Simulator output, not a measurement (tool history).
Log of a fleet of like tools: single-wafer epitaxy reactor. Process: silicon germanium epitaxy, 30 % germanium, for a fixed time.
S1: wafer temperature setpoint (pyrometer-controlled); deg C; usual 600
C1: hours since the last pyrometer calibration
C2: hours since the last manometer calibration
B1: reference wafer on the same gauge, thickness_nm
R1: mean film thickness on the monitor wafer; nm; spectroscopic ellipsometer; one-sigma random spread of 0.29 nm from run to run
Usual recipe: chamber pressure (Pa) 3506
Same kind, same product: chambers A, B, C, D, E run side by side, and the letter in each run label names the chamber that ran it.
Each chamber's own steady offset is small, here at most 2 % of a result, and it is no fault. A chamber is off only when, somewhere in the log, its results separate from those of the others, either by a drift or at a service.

Run 1E, day 0.354: usual settings; C1 1218.0; C2 88.7; B1 56.472. Result: R1 66.147 nm.
Run 2D, day 0.571: usual settings; C1 448.9; C2 585.5; B1 56.545. Result: R1 64.627 nm.
Run 3C, day 0.762: usual settings; C1 1340.2; C2 1791.2; B1 56.453. Result: R1 66.109 nm.
Run 4B, day 1.175: usual settings; C1 1212.0; C2 187.9; B1 56.450. Result: R1 65.508 nm.
Run 5A, day 1.433: usual settings but S1 590 deg C, chamber pressure (Pa) 2906; C1 166.9; C2 1291.3; B1 56.473. Result: R1 51.163 nm.
Run 6D, day 1.717: usual settings but S1 590 deg C, chamber pressure (Pa) 2906; C1 476.4; C2 613.0; B1 56.469. Result: R1 50.117 nm.
Run 7A, day 1.908: usual settings but S1 590 deg C, chamber pressure (Pa) 2906; C1 178.3; C2 1302.7; B1 56.513. Result: R1 51.075 nm.
Run 8B, day 2.158: usual settings but S1 590 deg C, chamber pressure (Pa) 2906; C1 1235.6; C2 211.5; B1 56.513. Result: R1 49.928 nm.
Run 9C, day 2.379: usual settings but S1 590 deg C, chamber pressure (Pa) 2906; C1 1379.0; C2 1830.0; B1 56.475. Result: R1 50.576 nm.
Run 10E, day 2.575: usual settings; C1 1271.3; C2 142.0; B1 56.436. Result: R1 65.602 nm.
Run 11E, day 2.804: usual settings; C1 1276.8; C2 147.5; B1 56.564. Result: R1 65.797 nm.
Run 12D, day 3.129: usual settings but S1 589 deg C; C1 510.3; C2 646.9; B1 56.510. Result: R1 52.512 nm.
Run 13A, day 3.388: usual settings but S1 589 deg C; C1 213.8; C2 1338.2; B1 56.515. Result: R1 54.316 nm.
Run 14B, day 3.600: usual settings but S1 589 deg C; C1 1270.2; C2 246.1; B1 56.402. Result: R1 53.391 nm.
Run 15C, day 3.792: usual settings but S1 589 deg C; C1 1412.9; C2 1863.9; B1 56.507. Result: R1 53.508 nm.
At day 3.862: chamber C: capacitance manometer re-zeroed and calibrated.
Run 16A, day 4.125: usual settings but S1 589 deg C; C1 231.5; C2 1355.9; B1 56.523. Result: R1 54.056 nm.
Run 17D, day 4.404: usual settings but S1 606 deg C, chamber pressure (Pa) 4346; C1 540.9; C2 677.5; B1 56.512. Result: R1 78.669 nm.
Run 18B, day 4.796: usual settings but S1 606 deg C, chamber pressure (Pa) 4346; C1 1298.9; C2 274.8; B1 56.446. Result: R1 79.748 nm.
Run 19E, day 5.004: usual settings but S1 606 deg C, chamber pressure (Pa) 4346; C1 1329.6; C2 200.3; B1 56.430. Result: R1 79.928 nm.
Run 20C, day 5.421: usual settings but S1 606 deg C, chamber pressure (Pa) 4346; C1 1452.0; C2 37.5; B1 56.521. Result: R1 79.735 nm.
Run 21D, day 5.833: usual settings but S1 606 deg C, chamber pressure (Pa) 4346; C1 575.2; C2 711.8; B1 56.497. Result: R1 77.937 nm.
Run 22E, day 6.254: usual settings; C1 1359.6; C2 230.3; B1 56.472. Result: R1 65.931 nm.
Run 23B, day 6.671: usual settings; C1 1343.9; C2 319.8; B1 56.552. Result: R1 65.918 nm.
At day 6.858: chamber B: pyrometer calibrated.
Run 24C, day 6.867: usual settings; C1 1486.7; C2 72.2; B1 56.547. Result: R1 65.776 nm.
Run 25A, day 7.133: usual settings; C1 303.7; C2 1428.1; B1 56.506. Result: R1 66.817 nm.
Run 26A, day 7.425: usual settings; C1 310.7; C2 1435.1; B1 56.516. Result: R1 66.705 nm.
Run 27D, day 7.692: usual settings; C1 619.8; C2 756.4; B1 56.524. Result: R1 65.008 nm.
Run 28C, day 8.088: usual settings; C1 1516.0; C2 101.5; B1 56.480. Result: R1 66.286 nm.
Run 29E, day 8.442: usual settings; C1 1412.1; C2 282.8; B1 56.572. Result: R1 65.499 nm.
Run 30B, day 8.821: usual settings; C1 47.1; C2 371.4; B1 56.449. Result: R1 61.485 nm.
Run 31E, day 9.112: usual settings; C1 1428.2; C2 298.9; B1 56.417. Result: R1 65.808 nm.
Run 32A, day 9.438: usual settings; C1 359.0; C2 1483.4; B1 56.482. Result: R1 66.804 nm.
Run 33C, day 9.688: usual settings but S1 613 deg C, chamber pressure (Pa) 3160; C1 1554.4; C2 139.9; B1 56.531. Result: R1 79.485 nm.
Run 34D, day 10.029: usual settings but S1 613 deg C, chamber pressure (Pa) 3160; C1 675.9; C2 812.5; B1 56.478. Result: R1 78.614 nm.
Run 35B, day 10.350: usual settings but S1 613 deg C, chamber pressure (Pa) 3160; C1 83.8; C2 408.1; B1 56.569. Result: R1 75.349 nm.
Run 36D, day 10.671: usual settings but S1 613 deg C, chamber pressure (Pa) 3160; C1 691.3; C2 827.9; B1 56.475. Result: R1 78.804 nm.
Run 37C, day 11.067: usual settings but S1 613 deg C, chamber pressure (Pa) 3160; C1 1587.5; C2 173.0; B1 56.516. Result: R1 79.733 nm.

Each of the 5 chambers runs these same settings next. Fill in every chamber's results:
Run 38A, day 11.379: usual settings but chamber pressure (Pa) 3826. Result: R1 ?.
Run 38B, day 11.379: usual settings but chamber pressure (Pa) 3826. Result: R1 ?.
Run 38C, day 11.379: usual settings but chamber pressure (Pa) 3826. Result: R1 ?.
Run 38D, day 11.379: usual settings but chamber pressure (Pa) 3826. Result: R1 ?.
Run 38E, day 11.379: usual settings but chamber pressure (Pa) 3826. Result: R1 ?.

run      R1
38A  69.206
38B  64.026
38C  67.803
38D  67.118
38E  68.433

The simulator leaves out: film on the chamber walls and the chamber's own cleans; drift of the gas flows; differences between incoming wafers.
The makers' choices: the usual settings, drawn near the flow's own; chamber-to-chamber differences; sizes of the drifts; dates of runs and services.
